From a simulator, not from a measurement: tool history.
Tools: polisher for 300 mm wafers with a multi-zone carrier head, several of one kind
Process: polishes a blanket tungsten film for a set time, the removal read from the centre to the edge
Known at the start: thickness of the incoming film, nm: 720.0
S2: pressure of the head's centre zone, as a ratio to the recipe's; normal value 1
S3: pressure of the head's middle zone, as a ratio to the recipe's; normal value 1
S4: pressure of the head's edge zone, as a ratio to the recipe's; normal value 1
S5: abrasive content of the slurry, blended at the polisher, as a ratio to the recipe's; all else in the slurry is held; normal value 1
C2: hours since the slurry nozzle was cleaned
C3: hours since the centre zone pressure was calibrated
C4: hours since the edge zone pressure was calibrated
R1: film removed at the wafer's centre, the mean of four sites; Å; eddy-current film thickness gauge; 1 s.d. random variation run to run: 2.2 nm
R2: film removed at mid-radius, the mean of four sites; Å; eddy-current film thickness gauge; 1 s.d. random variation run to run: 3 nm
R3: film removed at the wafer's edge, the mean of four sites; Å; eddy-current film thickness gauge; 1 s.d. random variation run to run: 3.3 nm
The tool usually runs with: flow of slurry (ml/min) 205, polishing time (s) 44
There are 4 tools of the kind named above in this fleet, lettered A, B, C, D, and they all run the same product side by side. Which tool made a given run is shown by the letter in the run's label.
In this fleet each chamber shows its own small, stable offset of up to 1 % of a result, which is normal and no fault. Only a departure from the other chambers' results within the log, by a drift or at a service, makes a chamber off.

{"run": "1C", "day": 0.267, "flow of slurry (ml/min)": 205, "S2": 1, "S3": 1, "S4": 1, "S5": 1, "polishing time (s)": 44, "wafers polished on this pad": 274, "C2": 94, "C3": 1292.4, "C4": 939.1, "R1": 2435.6, "R2": 2409.6, "R3": 2430.4}
{"run": "2A", "day": 0.554, "flow of slurry (ml/min)": 205, "S2": 1, "S3": 1, "S4": 1, "S5": 1, "polishing time (s)": 44, "wafers polished on this pad": 292, "C2": 25.5, "C3": 647.2, "C4": 47.1, "R1": 2447.3, "R2": 2509.1, "R3": 2474.9}
{"run": "3B", "day": 0.779, "flow of slurry (ml/min)": 205, "S2": 1, "S3": 1, "S4": 1, "S5": 1, "polishing time (s)": 44, "wafers polished on this pad": 892, "C2": 585.6, "C3": 516.4, "C4": 727.5, "R1": 2422.3, "R2": 2466.7, "R3": 2474.2}
{"run": "4D", "day": 0.992, "flow of slurry (ml/min)": 205, "S2": 1, "S3": 1, "S4": 1, "S5": 1, "polishing time (s)": 44, "wafers polished on this pad": 546, "C2": 94.2, "C3": 251.9, "C4": 51.5, "R1": 2499.4, "R2": 2454.4, "R3": 2447.2}
{"day": 1.042, "done": "chamber B: worn pad replaced by a new one"}
{"run": "5B", "day": 1.192, "flow of slurry (ml/min)": 205, "S2": 1, "S3": 1, "S4": 1, "S5": 1, "polishing time (s)": 44, "wafers polished on this pad": 39, "C2": 595.5, "C3": 526.3, "C4": 737.4, "R1": 2431.2, "R2": 2469.6, "R3": 2463.8}
{"run": "6D", "day": 1.475, "flow of slurry (ml/min)": 205, "S2": 1, "S3": 1, "S4": 1, "S5": 1, "polishing time (s)": 44, "wafers polished on this pad": 671, "C2": 105.8, "C3": 263.5, "C4": 63.1, "R1": 2499.7, "R2": 2468.3, "R3": 2462.2}
{"day": 1.488, "done": "chamber C: centre zone pressure recalibrated"}
{"day": 1.554, "done": "chamber A: worn pad replaced by a new one"}
{"day": 1.667, "done": "chamber B: edge zone pressure recalibrated"}
{"run": "7A", "day": 1.688, "flow of slurry (ml/min)": 205, "S2": 1, "S3": 1, "S4": 1, "S5": 1, "polishing time (s)": 44, "wafers polished on this pad": 35, "C2": 52.7, "C3": 674.4, "C4": 74.3, "R1": 2444.7, "R2": 2493.9, "R3": 2464.9}
{"run": "8C", "day": 1.858, "flow of slurry (ml/min)": 205, "S2": 1, "S3": 1, "S4": 1, "S5": 1, "polishing time (s)": 44, "wafers polished on this pad": 686, "C2": 132.2, "C3": 8.9, "C4": 977.3, "R1": 2465.8, "R2": 2426.6, "R3": 2501.9}
{"run": "9C", "day": 2.012, "flow of slurry (ml/min)": 205, "S2": 1, "S3": 1, "S4": 1, "S5": 1, "polishing time (s)": 44, "wafers polished on this pad": 726, "C2": 135.9, "C3": 12.6, "C4": 981, "R1": 2487.1, "R2": 2545.2, "R3": 2411.9}
{"run": "10B", "day": 2.258, "flow of slurry (ml/min)": 205, "S2": 1, "S3": 1, "S4": 1, "S5": 1, "polishing time (s)": 44, "wafers polished on this pad": 315, "C2": 621.1, "C3": 551.9, "C4": 14.3, "R1": 2470.1, "R2": 2481.3, "R3": 2442.5}
{"run": "11A", "day": 2.525, "flow of slurry (ml/min)": 205, "S2": 1, "S3": 1, "S4": 1, "S5": 1, "polishing time (s)": 44, "wafers polished on this pad": 251, "C2": 72.8, "C3": 694.5, "C4": 94.4, "R1": 2455.7, "R2": 2496, "R3": 2514.1}
{"run": "12D", "day": 2.788, "flow of slurry (ml/min)": 205, "S2": 1, "S3": 1, "S4": 1, "S5": 1, "polishing time (s)": 44, "wafers polished on this pad": 1010, "C2": 137.3, "C3": 295, "C4": 94.6, "R1": 2470.7, "R2": 2515.5, "R3": 2434.7}
{"day": 2.808, "done": "chamber D: worn pad replaced by a new one"}
{"run": "13C", "day": 2.967, "flow of slurry (ml/min)": 230, "S2": 1, "S3": 1, "S4": 1, "S5": 0.85, "polishing time (s)": 44, "wafers polished on this pad": 973, "C2": 158.8, "C3": 35.5, "C4": 1003.9, "R1": 2447.6, "R2": 2471.1, "R3": 2400.4}
{"run": "14B", "day": 3.2, "flow of slurry (ml/min)": 230, "S2": 1, "S3": 1, "S4": 1, "S5": 0.85, "polishing time (s)": 44, "wafers polished on this pad": 559, "C2": 643.7, "C3": 574.5, "C4": 36.9, "R1": 2421.5, "R2": 2393.4, "R3": 2387.4}
{"day": 3.333, "done": "chamber B: slurry nozzle cleaned"}
{"run": "15A", "day": 3.492, "flow of slurry (ml/min)": 230, "S2": 1, "S3": 1, "S4": 1, "S5": 0.85, "polishing time (s)": 44, "wafers polished on this pad": 502, "C2": 96, "C3": 717.7, "C4": 117.6, "R1": 2404, "R2": 2461.5, "R3": 2427}
{"run": "16D", "day": 3.658, "flow of slurry (ml/min)": 230, "S2": 1, "S3": 1, "S4": 1, "S5": 0.85, "polishing time (s)": 44, "wafers polished on this pad": 220, "C2": 158.2, "C3": 315.9, "C4": 115.5, "R1": 2398.5, "R2": 2442.7, "R3": 2381.8}
{"day": 3.75, "done": "chamber A: worn pad replaced by a new one"}
{"run": "17D", "day": 3.875, "flow of slurry (ml/min)": 205, "S2": 1, "S3": 1, "S4": 1, "S5": 1, "polishing time (s)": 44, "wafers polished on this pad": 276, "C2": 163.4, "C3": 321.1, "C4": 120.7, "R1": 2485.5, "R2": 2492.6, "R3": 2423.2}
{"day": 4.088, "done": "chamber C: worn pad replaced by a new one"}
{"run": "18B", "day": 4.112, "flow of slurry (ml/min)": 205, "S2": 1, "S3": 1, "S4": 1, "S5": 1, "polishing time (s)": 44, "wafers polished on this pad": 795, "C2": 18.7, "C3": 596.4, "C4": 58.8, "R1": 2455, "R2": 2402.2, "R3": 2460.3}
{"run": "19A", "day": 4.3, "flow of slurry (ml/min)": 205, "S2": 1, "S3": 1, "S4": 1, "S5": 1, "polishing time (s)": 44, "wafers polished on this pad": 142, "C2": 115.4, "C3": 737.1, "C4": 137, "R1": 2433.4, "R2": 2462.1, "R3": 2506}
{"run": "20C", "day": 4.5, "flow of slurry (ml/min)": 205, "S2": 1, "S3": 1, "S4": 1, "S5": 1, "polishing time (s)": 44, "wafers polished on this pad": 106, "C2": 195.6, "C3": 72.3, "C4": 1040.7, "R1": 2475.8, "R2": 2470.7, "R3": 2455.2}
{"day": 4.712, "done": "chamber B: worn pad replaced by a new one"}
{"run": "21B", "day": 4.712, "flow of slurry (ml/min)": 205, "S2": 1, "S3": 1, "S4": 1, "S5": 1, "polishing time (s)": 44, "wafers polished on this pad": 0, "C2": 33.1, "C3": 610.8, "C4": 73.2, "R1": 2486, "R2": 2477.7, "R3": 2444.8}
{"run": "22D", "day": 4.983, "flow of slurry (ml/min)": 205, "S2": 1, "S3": 1, "S4": 1, "S5": 1, "polishing time (s)": 44, "wafers polished on this pad": 563, "C2": 190, "C3": 347.7, "C4": 147.3, "R1": 2448.4, "R2": 2421.8, "R3": 2427}
{"day": 5.196, "done": "chamber B: centre zone pressure recalibrated"}
{"run": "23C", "day": 5.296, "flow of slurry (ml/min)": 185, "S2": 1, "S3": 1, "S4": 1, "S5": 1, "polishing time (s)": 44, "wafers polished on this pad": 312, "C2": 214.7, "C3": 91.4, "C4": 1059.8, "R1": 2430.9, "R2": 2456, "R3": 2435.9}
{"run": "24A", "day": 5.442, "flow of slurry (ml/min)": 185, "S2": 1, "S3": 1, "S4": 1, "S5": 1, "polishing time (s)": 44, "wafers polished on this pad": 437, "C2": 142.8, "C3": 764.5, "C4": 164.4, "R1": 2434.7, "R2": 2423.5, "R3": 2402.9}
{"run": "25C", "day": 5.65, "flow of slurry (ml/min)": 185, "S2": 1, "S3": 1, "S4": 1, "S5": 1, "polishing time (s)": 44, "wafers polished on this pad": 404, "C2": 223.2, "C3": 99.9, "C4": 1068.3, "R1": 2417.5, "R2": 2417.3, "R3": 2415.3}
{"day": 5.796, "done": "chamber D: worn pad replaced by a new one"}
{"run": "26B", "day": 5.858, "flow of slurry (ml/min)": 185, "S2": 1, "S3": 1, "S4": 1, "S5": 1, "polishing time (s)": 44, "wafers polished on this pad": 296, "C2": 60.6, "C3": 16, "C4": 100.7, "R1": 2224.2, "R2": 2447.5, "R3": 2394.6}
{"day": 5.917, "done": "chamber A: worn pad replaced by a new one"}
{"run": "27D", "day": 6.05, "flow of slurry (ml/min)": 205, "S2": 1, "S3": 1, "S4": 1, "S5": 1, "polishing time (s)": 44, "wafers polished on this pad": 66, "C2": 215.6, "C3": 373.3, "C4": 172.9, "R1": 2476.5, "R2": 2457.4, "R3": 2466.2}
{"run": "28A", "day": 6.192, "flow of slurry (ml/min)": 205, "S2": 1, "S3": 1, "S4": 1, "S5": 1, "polishing time (s)": 56, "wafers polished on this pad": 72, "C2": 160.8, "C3": 782.5, "C4": 182.4, "R1": 3128.9, "R2": 3161.2, "R3": 3164.9}
{"run": "29C", "day": 6.342, "flow of slurry (ml/min)": 205, "S2": 1, "S3": 1, "S4": 1, "S5": 1, "polishing time (s)": 56, "wafers polished on this pad": 583, "C2": 239.8, "C3": 116.5, "C4": 1084.9, "R1": 3122.4, "R2": 3094.8, "R3": 3142.5}
{"run": "30A", "day": 6.633, "flow of slurry (ml/min)": 205, "S2": 1, "S3": 1, "S4": 1, "S5": 1, "polishing time (s)": 56, "wafers polished on this pad": 186, "C2": 171.4, "C3": 793.1, "C4": 193, "R1": 3145, "R2": 3155.4, "R3": 3212.4}
{"day": 6.692, "done": "chamber C: edge zone pressure recalibrated"}
{"run": "31B", "day": 6.8, "flow of slurry (ml/min)": 205, "S2": 1, "S3": 1, "S4": 1, "S5": 1, "polishing time (s)": 56, "wafers polished on this pad": 540, "C2": 83.2, "C3": 38.6, "C4": 123.3, "R1": 2931.4, "R2": 3206.3, "R3": 3178.5}
{"run": "32D", "day": 7.038, "flow of slurry (ml/min)": 205, "S2": 1, "S3": 1, "S4": 1, "S5": 1, "polishing time (s)": 44, "wafers polished on this pad": 322, "C2": 239.3, "C3": 397, "C4": 196.6, "R1": 2433.3, "R2": 2431.2, "R3": 2494.9}
{"run": "33A", "day": 7.342, "flow of slurry (ml/min)": 205, "S2": 1, "S3": 1.05, "S4": 1.1, "S5": 1, "polishing time (s)": 44, "wafers polished on this pad": 369, "C2": 188.4, "C3": 810.1, "C4": 210, "R1": 2415.5, "R2": 2548.6, "R3": 2677.7}
{"run": "34B", "day": 7.492, "flow of slurry (ml/min)": 205, "S2": 1, "S3": 1.05, "S4": 1.1, "S5": 1, "polishing time (s)": 44, "wafers polished on this pad": 719, "C2": 99.8, "C3": 55.2, "C4": 139.9, "R1": 2313, "R2": 2582.6, "R3": 2586.8}
{"run": "35C", "day": 7.762, "flow of slurry (ml/min)": 205, "S2": 1, "S3": 1.05, "S4": 1.1, "S5": 1, "polishing time (s)": 44, "wafers polished on this pad": 951, "C2": 273.9, "C3": 150.6, "C4": 25.7, "R1": 2445.7, "R2": 2511.3, "R3": 2622.6}
{"day": 7.796, "done": "chamber A: worn pad replaced by a new one"}
{"day": 7.867, "done": "chamber C: worn pad replaced by a new one"}
{"run": "36D", "day": 8.067, "flow of slurry (ml/min)": 205, "S2": 1, "S3": 1.05, "S4": 1.1, "S5": 1, "polishing time (s)": 44, "wafers polished on this pad": 588, "C2": 264, "C3": 421.7, "C4": 221.3, "R1": 2485.5, "R2": 2561.9, "R3": 2559.4}
{"run": "37B", "day": 8.246, "flow of slurry (ml/min)": 205, "S2": 1, "S3": 1, "S4": 1, "S5": 1, "polishing time (s)": 44, "wafers polished on this pad": 914, "C2": 117.9, "C3": 73.3, "C4": 158, "R1": 2293.5, "R2": 2493, "R3": 2467.9}
{"run": "38C", "day": 8.538, "flow of slurry (ml/min)": 205, "S2": 1, "S3": 1, "S4": 1, "S5": 1, "polishing time (s)": 44, "wafers polished on this pad": 174, "C2": 292.5, "C3": 169.2, "C4": 44.3, "R1": 2471.4, "R2": 2479.7, "R3": 2537.6}
{"run": "39D", "day": 8.862, "flow of slurry (ml/min)": 205, "S2": 1, "S3": 1, "S4": 1, "S5": 1, "polishing time (s)": 44, "wafers polished on this pad": 794, "C2": 283.1, "C3": 440.8, "C4": 240.4, "R1": 2528.5, "R2": 2477.5, "R3": 2358.1}
{"run": "40A", "day": 9.083, "flow of slurry (ml/min)": 205, "S2": 1, "S3": 1, "S4": 1, "S5": 1, "polishing time (s)": 44, "wafers polished on this pad": 334, "C2": 230.2, "C3": 851.9, "C4": 251.8, "R1": 2453.8, "R2": 2431.2, "R3": 2487.8}
{"run": "41D", "day": 9.342, "flow of slurry (ml/min)": 205, "S2": 1, "S3": 1, "S4": 1, "S5": 1, "polishing time (s)": 44, "wafers polished on this pad": 918, "C2": 294.6, "C3": 452.3, "C4": 251.9, "R1": 2498.8, "R2": 2436.7, "R3": 2436.1}

One chamber off, gauge drift, or nothing amiss beyond the chambers' own small offsets? If it is a chamber, which one, and what is the likeliest cause?

Chamber B has stood off from the others ever since a service on it.
Cause: centre zone's pressure below its setpoint, % = 6.56.

Here are 4 candidates for chamber B's next run, each the usual settings with a change, their results left as question marks. Which one brings its results back in line with what the others give on the usual settings?
Maximum distance from the other chambers' mean on the usual settings for a result to count as in line: R1 77 Å; R2 100 Å; R3 120 Å
{"run": "42B-1", "day": 9.575, "flow of slurry (ml/min)": 200, "S2": 0.95, "S3": 1.02, "S4": 1.01, "S5": 1, "polishing time (s)": 44, "R1": "?", "R2": "?", "R3": "?"}
{"run": "42B-2", "day": 9.575, "flow of slurry (ml/min)": 205, "S2": 0.99, "S3": 1, "S4": 1, "S5": 1, "polishing time (s)": 44, "R1": "?", "R2": "?", "R3": "?"}
{"run": "42B-3", "day": 9.575, "flow of slurry (ml/min)": 205, "S2": 1.01, "S3": 1, "S4": 1, "S5": 1, "polishing time (s)": 44, "R1": "?", "R2": "?", "R3": "?"}
{"run": "42B-4", "day": 9.575, "flow of slurry (ml/min)": 210, "S2": 1.05, "S3": 0.98, "S4": 0.99, "S5": 1, "polishing time (s)": 45, "R1": "?", "R2": "?", "R3": "?"}

Average result of the remaining chambers running the usual settings: R1 2461.8 Å; R2 2469.5 Å; R3 2466.1 Å
run=42B-1 R1=2140.4 R2=2534.9 R3=2453.3
run=42B-2 R1=2250 R2=2498.3 R3=2447.9
run=42B-3 R1=2300.7 R2=2498 R3=2447.9
run=42B-4 R1=2465.6 R2=2516.7 R3=2497.6
Change 42B-4 lands the chamber within the allowed miss of the other chambers.
